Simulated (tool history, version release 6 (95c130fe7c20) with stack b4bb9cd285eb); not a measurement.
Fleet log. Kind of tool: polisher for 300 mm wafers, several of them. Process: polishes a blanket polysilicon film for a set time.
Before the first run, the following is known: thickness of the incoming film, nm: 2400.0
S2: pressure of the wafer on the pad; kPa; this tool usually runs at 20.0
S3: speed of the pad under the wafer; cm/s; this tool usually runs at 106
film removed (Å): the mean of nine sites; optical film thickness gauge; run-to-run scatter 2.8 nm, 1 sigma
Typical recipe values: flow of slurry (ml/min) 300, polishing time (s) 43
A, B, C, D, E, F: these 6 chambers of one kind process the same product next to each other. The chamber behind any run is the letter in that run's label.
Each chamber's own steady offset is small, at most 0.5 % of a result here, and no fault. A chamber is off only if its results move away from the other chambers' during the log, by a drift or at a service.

{"run": "1E", "hour": 9.2, "flow of slurry (ml/min)": 300, "S2": 20.0, "S3": 106, "polishing time (s)": 43, "film removed (Å)": 4575.4}
{"run": "2B", "hour": 17.1, "flow of slurry (ml/min)": 300, "S2": 20.0, "S3": 106, "polishing time (s)": 43, "film removed (Å)": 4533.8}
{"run": "3F", "hour": 31.4, "flow of slurry (ml/min)": 300, "S2": 20.0, "S3": 106, "polishing time (s)": 43, "film removed (Å)": 4532.5}
{"hour": 33.8, "done": "chamber D: worn pad replaced by a new one"}
{"run": "4C", "hour": 39.3, "flow of slurry (ml/min)": 300, "S2": 20.0, "S3": 106, "polishing time (s)": 43, "film removed (Å)": 4602.8}
{"hour": 42.5, "done": "chamber A: worn pad replaced by a new one"}
{"hour": 49.5, "done": "chamber F: worn pad replaced by a new one"}
{"run": "5A", "hour": 53.6, "flow of slurry (ml/min)": 300, "S2": 20.0, "S3": 106, "polishing time (s)": 43, "film removed (Å)": 4503.6}
{"hour": 56.5, "done": "chamber E: worn pad replaced by a new one"}
{"hour": 58.4, "done": "chamber D: slurry nozzle cleaned"}
{"run": "6D", "hour": 63.2, "flow of slurry (ml/min)": 300, "S2": 20.0, "S3": 106, "polishing time (s)": 43, "film removed (Å)": 4580.3}
{"run": "7D", "hour": 73.1, "flow of slurry (ml/min)": 300, "S2": 20.0, "S3": 106, "polishing time (s)": 43, "film removed (Å)": 4609.6}
{"hour": 82.5, "done": "chamber F: slurry nozzle cleaned"}
{"run": "8A", "hour": 83.4, "flow of slurry (ml/min)": 300, "S2": 20.0, "S3": 106, "polishing time (s)": 43, "film removed (Å)": 4550.5}
{"run": "9E", "hour": 93.9, "flow of slurry (ml/min)": 300, "S2": 20.0, "S3": 106, "polishing time (s)": 43, "film removed (Å)": 4576.4}
{"hour": 97.4, "done": "chamber B: slurry nozzle cleaned"}
{"hour": 101.0, "done": "chamber B: worn pad replaced by a new one"}
{"run": "10B", "hour": 107.9, "flow of slurry (ml/min)": 215, "S2": 20.0, "S3": 106, "polishing time (s)": 43, "film removed (Å)": 4397.7}
{"hour": 110.9, "done": "chamber C: worn pad replaced by a new one"}
{"run": "11F", "hour": 115.2, "flow of slurry (ml/min)": 215, "S2": 20.0, "S3": 106, "polishing time (s)": 43, "film removed (Å)": 4373.2}
{"run": "12C", "hour": 128.8, "flow of slurry (ml/min)": 215, "S2": 20.0, "S3": 106, "polishing time (s)": 43, "film removed (Å)": 4365.8}
{"run": "13A", "hour": 137.0, "flow of slurry (ml/min)": 215, "S2": 20.0, "S3": 106, "polishing time (s)": 43, "film removed (Å)": 4381.5}
{"run": "14D", "hour": 146.4, "flow of slurry (ml/min)": 215, "S2": 20.0, "S3": 106, "polishing time (s)": 43, "film removed (Å)": 4412.7}
{"hour": 148.3, "done": "chamber E: worn pad replaced by a new one"}
{"hour": 156.7, "done": "chamber A: worn pad replaced by a new one"}
{"run": "15F", "hour": 158.6, "flow of slurry (ml/min)": 215, "S2": 20.0, "S3": 106, "polishing time (s)": 43, "film removed (Å)": 4418.9}
{"hour": 167.4, "done": "chamber D: worn pad replaced by a new one"}
{"run": "16C", "hour": 174.0, "flow of slurry (ml/min)": 355, "S2": 20.0, "S3": 106, "polishing time (s)": 43, "film removed (Å)": 4522.9}
{"hour": 176.7, "done": "chamber F: worn pad replaced by a new one"}
{"run": "17E", "hour": 186.8, "flow of slurry (ml/min)": 355, "S2": 20.0, "S3": 106, "polishing time (s)": 43, "film removed (Å)": 4576.0}
{"hour": 194.9, "done": "chamber B: worn pad replaced by a new one"}
{"run": "18B", "hour": 195.8, "flow of slurry (ml/min)": 355, "S2": 20.0, "S3": 106, "polishing time (s)": 43, "film removed (Å)": 4621.0}
{"run": "19B", "hour": 205.0, "flow of slurry (ml/min)": 355, "S2": 20.0, "S3": 106, "polishing time (s)": 43, "film removed (Å)": 4612.1}
{"hour": 212.0, "done": "chamber C: worn pad replaced by a new one"}
{"run": "20D", "hour": 219.4, "flow of slurry (ml/min)": 355, "S2": 20.0, "S3": 106, "polishing time (s)": 43, "film removed (Å)": 4592.5}
{"run": "21A", "hour": 233.0, "flow of slurry (ml/min)": 355, "S2": 20.0, "S3": 106, "polishing time (s)": 43, "film removed (Å)": 4630.9}
{"run": "22E", "hour": 241.6, "flow of slurry (ml/min)": 300, "S2": 20.0, "S3": 106, "polishing time (s)": 43, "film removed (Å)": 4538.3}
{"hour": 246.2, "done": "chamber A: worn pad replaced by a new one"}
{"hour": 250.3, "done": "chamber E: worn pad replaced by a new one"}
{"run": "23C", "hour": 257.7, "flow of slurry (ml/min)": 300, "S2": 20.0, "S3": 106, "polishing time (s)": 43, "film removed (Å)": 4412.3}
{"run": "24F", "hour": 266.5, "flow of slurry (ml/min)": 370, "S2": 20.0, "S3": 106, "polishing time (s)": 43, "film removed (Å)": 4646.3}
{"run": "25B", "hour": 281.0, "flow of slurry (ml/min)": 370, "S2": 20.0, "S3": 106, "polishing time (s)": 43, "film removed (Å)": 4619.7}
{"hour": 292.4, "done": "chamber F: worn pad replaced by a new one"}
{"run": "26A", "hour": 296.7, "flow of slurry (ml/min)": 370, "S2": 20.0, "S3": 106, "polishing time (s)": 43, "film removed (Å)": 4629.5}
{"hour": 300.8, "done": "chamber D: worn pad replaced by a new one"}
{"hour": 308.8, "done": "chamber B: worn pad replaced by a new one"}
{"run": "27F", "hour": 308.9, "flow of slurry (ml/min)": 370, "S2": 20.0, "S3": 106, "polishing time (s)": 43, "film removed (Å)": 4669.1}
{"hour": 318.5, "done": "chamber C: worn pad replaced by a new one"}
{"run": "28E", "hour": 323.5, "flow of slurry (ml/min)": 370, "S2": 20.0, "S3": 106, "polishing time (s)": 43, "film removed (Å)": 4625.1}
{"run": "29D", "hour": 331.7, "flow of slurry (ml/min)": 370, "S2": 20.0, "S3": 106, "polishing time (s)": 43, "film removed (Å)": 4654.1}
{"run": "30C", "hour": 339.9, "flow of slurry (ml/min)": 300, "S2": 20.0, "S3": 106, "polishing time (s)": 43, "film removed (Å)": 4340.0}
{"hour": 347.2, "done": "chamber C: slurry nozzle cleaned"}
{"hour": 347.8, "done": "chamber A: worn pad replaced by a new one"}
{"run": "31F", "hour": 352.4, "flow of slurry (ml/min)": 300, "S2": 20.0, "S3": 106, "polishing time (s)": 43, "film removed (Å)": 4565.9}
{"hour": 364.4, "done": "chamber E: worn pad replaced by a new one"}
{"run": "32B", "hour": 368.0, "flow of slurry (ml/min)": 300, "S2": 20.0, "S3": 106, "polishing time (s)": 43, "film removed (Å)": 4515.5}
{"hour": 372.0, "done": "chamber F: slurry nozzle cleaned"}
{"run": "33A", "hour": 378.8, "flow of slurry (ml/min)": 300, "S2": 20.0, "S3": 106, "polishing time (s)": 43, "film removed (Å)": 4490.6}
{"run": "34C", "hour": 391.6, "flow of slurry (ml/min)": 300, "S2": 20.0, "S3": 106, "polishing time (s)": 43, "film removed (Å)": 4353.2}
{"hour": 400.0, "done": "chamber B: worn pad replaced by a new one"}
{"run": "35D", "hour": 402.7, "flow of slurry (ml/min)": 300, "S2": 20.0, "S3": 106, "polishing time (s)": 43, "film removed (Å)": 4545.6}
{"run": "36E", "hour": 413.1, "flow of slurry (ml/min)": 300, "S2": 20.0, "S3": 106, "polishing time (s)": 43, "film removed (Å)": 4529.8}
{"hour": 420.9, "done": "chamber F: worn pad replaced by a new one"}
{"hour": 421.6, "done": "chamber C: worn pad replaced by a new one"}
{"run": "37A", "hour": 427.7, "flow of slurry (ml/min)": 300, "S2": 20.0, "S3": 106, "polishing time (s)": 43, "film removed (Å)": 4550.1}
{"run": "38D", "hour": 438.3, "flow of slurry (ml/min)": 300, "S2": 20.0, "S3": 106, "polishing time (s)": 43, "film removed (Å)": 4519.4}
{"run": "39C", "hour": 451.9, "flow of slurry (ml/min)": 300, "S2": 20.0, "S3": 106, "polishing time (s)": 43, "film removed (Å)": 4321.9}
{"hour": 460.6, "done": "chamber E: worn pad replaced by a new one"}
{"run": "40E", "hour": 463.8, "flow of slurry (ml/min)": 300, "S2": 20.0, "S3": 106, "polishing time (s)": 43, "film removed (Å)": 4538.8}
{"run": "41B", "hour": 472.9, "flow of slurry (ml/min)": 300, "S2": 20.0, "S3": 106, "polishing time (s)": 43, "film removed (Å)": 4595.6}
{"hour": 476.4, "done": "chamber F: head pressure recalibrated"}
{"run": "42F", "hour": 486.4, "flow of slurry (ml/min)": 300, "S2": 20.0, "S3": 106, "polishing time (s)": 43, "film removed (Å)": 4575.3}
{"hour": 493.9, "done": "chamber B: worn pad replaced by a new one"}
{"run": "43B", "hour": 496.9, "flow of slurry (ml/min)": 300, "S2": 20.0, "S3": 106, "polishing time (s)": 43, "film removed (Å)": 4518.1}

Each of the 6 chambers runs these same settings next. Fill in every chamber's results:
{"run": "44A", "hour": 508.4, "flow of slurry (ml/min)": 300, "S2": 20.0, "S3": 106, "polishing time (s)": 53, "film removed (Å)": "?"}
{"run": "44B", "hour": 508.4, "flow of slurry (ml/min)": 300, "S2": 20.0, "S3": 106, "polishing time (s)": 53, "film removed (Å)": "?"}
{"run": "44C", "hour": 508.4, "flow of slurry (ml/min)": 300, "S2": 20.0, "S3": 106, "polishing time (s)": 53, "film removed (Å)": "?"}
{"run": "44D", "hour": 508.4, "flow of slurry (ml/min)": 300, "S2": 20.0, "S3": 106, "polishing time (s)": 53, "film removed (Å)": "?"}
{"run": "44E", "hour": 508.4, "flow of slurry (ml/min)": 300, "S2": 20.0, "S3": 106, "polishing time (s)": 53, "film removed (Å)": "?"}
{"run": "44F", "hour": 508.4, "flow of slurry (ml/min)": 300, "S2": 20.0, "S3": 106, "polishing time (s)": 53, "film removed (Å)": "?"}

run=44A film_removed_(Å)=5589.0
run=44B film_removed_(Å)=5587.8
run=44C film_removed_(Å)=5213.9
run=44D film_removed_(Å)=5587.1
run=44E film_removed_(Å)=5565.8
run=44F film_removed_(Å)=5624.3
